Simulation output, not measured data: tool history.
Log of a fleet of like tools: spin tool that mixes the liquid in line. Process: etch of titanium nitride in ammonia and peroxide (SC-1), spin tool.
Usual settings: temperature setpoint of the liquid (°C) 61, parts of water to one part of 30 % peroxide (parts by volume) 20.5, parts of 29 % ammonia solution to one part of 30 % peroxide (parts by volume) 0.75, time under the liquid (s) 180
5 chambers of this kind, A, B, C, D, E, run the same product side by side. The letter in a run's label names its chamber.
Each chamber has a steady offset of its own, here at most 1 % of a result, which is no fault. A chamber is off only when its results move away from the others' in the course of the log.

run	hour	temperature setpoint of the liquid (°C)	parts of water to one part of 30 % peroxide (parts by volume)	parts of 29 % ammonia solution to one part of 30 % peroxide (parts by volume)	time under the liquid (s)	read-back film thickness of the titanium nitride reference wafer, read on the same gauge (nm)	thickness taken off the titanium nitride on a monitor wafer (nm)
1A	5.3	61	20.5	0.75	180	59.988	18.387
2B	11.5	61	20.5	0.75	180	59.975	18.049
3D	16.3	61	20.5	0.75	180	59.975	18.461
4E	20.4	61	20.5	0.75	180	60.001	18.196
5C	24.3	61	20.5	0.75	180	60.005	18.435
6C	30	61	20.5	0.75	180	60.019	18.412
7E	33.9	61	20.5	0.75	180	60.027	18.363
8B	38.7	61	20.5	0.75	180	59.985	18.203
9D	46.3	61	20.5	0.75	180	59.991	18.215
10A	50.1	69.5	20.5	0.75	220	59.994	38.206
11B	54.1	69.5	20.5	0.75	220	59.984	37.488
12D	59.5	69.5	20.5	0.75	220	59.975	38.198
13E	63.8	69.5	20.5	0.75	220	59.998	38.426
14A	69.9	69.5	20.5	0.75	220	59.997	38.195
15C	76.4	61	20.5	0.75	180	59.987	18.355
16B	84.4	61	20.5	0.75	180	59.987	18.163
17E	92.1	61	20.5	0.75	180	59.998	18.317
18C	96.4	61	20.5	0.75	180	60.036	18.394
19D	103.9	61	20.5	0.75	180	60.031	17.905
# hour 106.6: chamber B: thermometer replaced
20A	110.1	61	20.5	0.75	180	60.004	18.424
21D	117.2	65.5	20.5	0.75	180	60.008	23.808
22E	123.3	65.5	20.5	0.75	180	60.002	24.241
23A	129.6	65.5	20.5	0.75	180	59.978	24.642
24B	135.6	65.5	20.5	0.75	180	60.005	24.189
25C	143	65.5	20.5	0.75	180	59.997	24.606
26E	147.3	61	20.5	0.75	180	60	18.324
27B	152.9	61	20.5	0.75	180	59.993	18.231
28A	157.7	61	20.5	0.75	180	59.988	18.361
29C	162.4	61	20.5	0.75	180	59.998	18.491
30D	167	61	20.5	0.75	180	59.998	17.58
31D	171.1	61	20.5	0.75	180	59.987	17.391
32A	179	61	20.5	0.75	180	59.977	18.457

All 5 chambers run these settings next. Forecast each chamber's results:
33A	184.8	61	20.5	0.75	180		?
33B	184.8	61	20.5	0.75	180		?
33C	184.8	61	20.5	0.75	180		?
33D	184.8	61	20.5	0.75	180		?
33E	184.8	61	20.5	0.75	180		?

run	thickness taken off the titanium nitride on a monitor wafer (nm)
33A	18.416
33B	18.239
33C	18.381
33D	17.417
33E	18.459
